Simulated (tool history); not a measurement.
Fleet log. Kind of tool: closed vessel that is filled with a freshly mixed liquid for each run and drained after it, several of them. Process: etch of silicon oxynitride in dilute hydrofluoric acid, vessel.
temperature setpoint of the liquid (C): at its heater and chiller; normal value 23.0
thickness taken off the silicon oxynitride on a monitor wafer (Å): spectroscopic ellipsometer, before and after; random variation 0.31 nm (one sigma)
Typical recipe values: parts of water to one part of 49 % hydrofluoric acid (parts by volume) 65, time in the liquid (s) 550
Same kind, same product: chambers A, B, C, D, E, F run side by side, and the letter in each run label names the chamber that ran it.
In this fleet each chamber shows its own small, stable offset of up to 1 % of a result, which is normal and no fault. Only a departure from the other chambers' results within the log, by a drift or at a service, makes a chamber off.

run	day	temperature setpoint of the liquid (C)	parts of water to one part of 49 % hydrofluoric acid (parts by volume)	time in the liquid (s)	hours since the thermometer was replaced	hours since the hydrofluoric acid flow meter was replaced	read-back film thickness of the silicon oxynitride reference wafer, read on the same gauge (nm)	thickness taken off the silicon oxynitride on a monitor wafer (Å)
1B	0.246	23.0	65	550	450.7	375.7	90.012	374.68
2D	0.446	23.0	65	550	427.6	1606.5	89.982	378.28
3A	0.604	23.0	65	550	1147.5	1657.4	89.982	370.05
4C	0.854	23.0	65	550	1109.1	322.9	89.989	374.13
5E	1.150	23.0	65	550	1398.8	143.5	90.027	376.02
6F	1.392	23.0	65	550	2764.5	234.6	89.992	365.30
7D	1.667	19.0	65	550	456.9	1635.8	90.017	304.29
8C	1.942	19.0	65	550	1135.2	349.0	89.972	308.41
9B	2.146	19.0	65	550	496.3	421.3	90.027	308.90
10E	2.383	19.0	65	550	1428.4	173.1	89.978	310.96
# day 2.446: chamber A: hydrofluoric acid flow meter replaced
11F	2.700	19.0	65	550	2795.9	266.0	89.981	312.91
12A	2.871	19.0	65	550	1201.9	10.3	90.025	306.87
# day 3.029: chamber F: thermometer replaced
13E	3.217	23.0	65	550	1448.4	193.1	89.940	378.42
14C	3.542	25.0	40	550	1173.6	387.4	89.965	689.03
15D	3.812	25.0	40	550	508.4	1687.3	89.995	672.52
16A	4.054	25.0	40	550	1230.3	38.7	90.038	679.78
17B	4.225	25.0	40	550	546.2	471.2	90.008	675.91
18F	4.454	25.0	40	550	34.2	308.1	90.047	681.67
19E	4.775	25.0	40	550	1485.8	230.5	89.987	688.47
20A	4.988	23.0	65	550	1252.7	61.1	90.008	373.28
21D	5.338	18.5	65	260	545.0	1723.9	89.990	141.77
22C	5.642	18.5	65	260	1224.0	437.8	90.026	141.48
23F	5.883	18.5	65	260	68.5	342.4	89.983	141.37
24B	6.221	18.5	65	260	594.1	519.1	89.964	142.29
25D	6.529	18.5	65	260	573.6	1752.5	90.036	144.95
26F	6.879	18.5	65	260	92.4	366.3	89.951	141.33
27B	7.054	23.0	65	550	614.1	539.1	90.013	367.72
28E	7.242	23.0	80	685	1545.0	289.7	89.984	377.01
29C	7.458	23.0	80	685	1267.6	481.4	90.022	375.85
30A	7.692	23.0	80	685	1317.6	126.0	90.024	371.10
31A	8.000	23.0	80	685	1325.0	133.4	90.001	375.22
32F	8.342	23.0	80	685	127.5	401.4	89.996	375.48
33E	8.521	23.0	80	685	1575.7	320.4	89.999	369.23
34C	8.821	23.0	65	550	1300.3	514.1	89.949	374.04
35D	9.129	23.0	65	550	636.0	1814.9	89.950	370.39
36B	9.483	23.0	65	550	672.4	597.4	89.987	375.08
37F	9.679	23.0	65	550	159.6	433.5	90.005	375.30
38E	9.900	23.0	65	550	1608.8	353.5	89.997	375.96

One chamber off, gauge drift, or nothing amiss beyond the chambers' own small offsets? If it is a chamber, which one, and what is the likeliest cause?

No chamber is off and the gauge is stable; the differences are just each chamber's small, constant offset.

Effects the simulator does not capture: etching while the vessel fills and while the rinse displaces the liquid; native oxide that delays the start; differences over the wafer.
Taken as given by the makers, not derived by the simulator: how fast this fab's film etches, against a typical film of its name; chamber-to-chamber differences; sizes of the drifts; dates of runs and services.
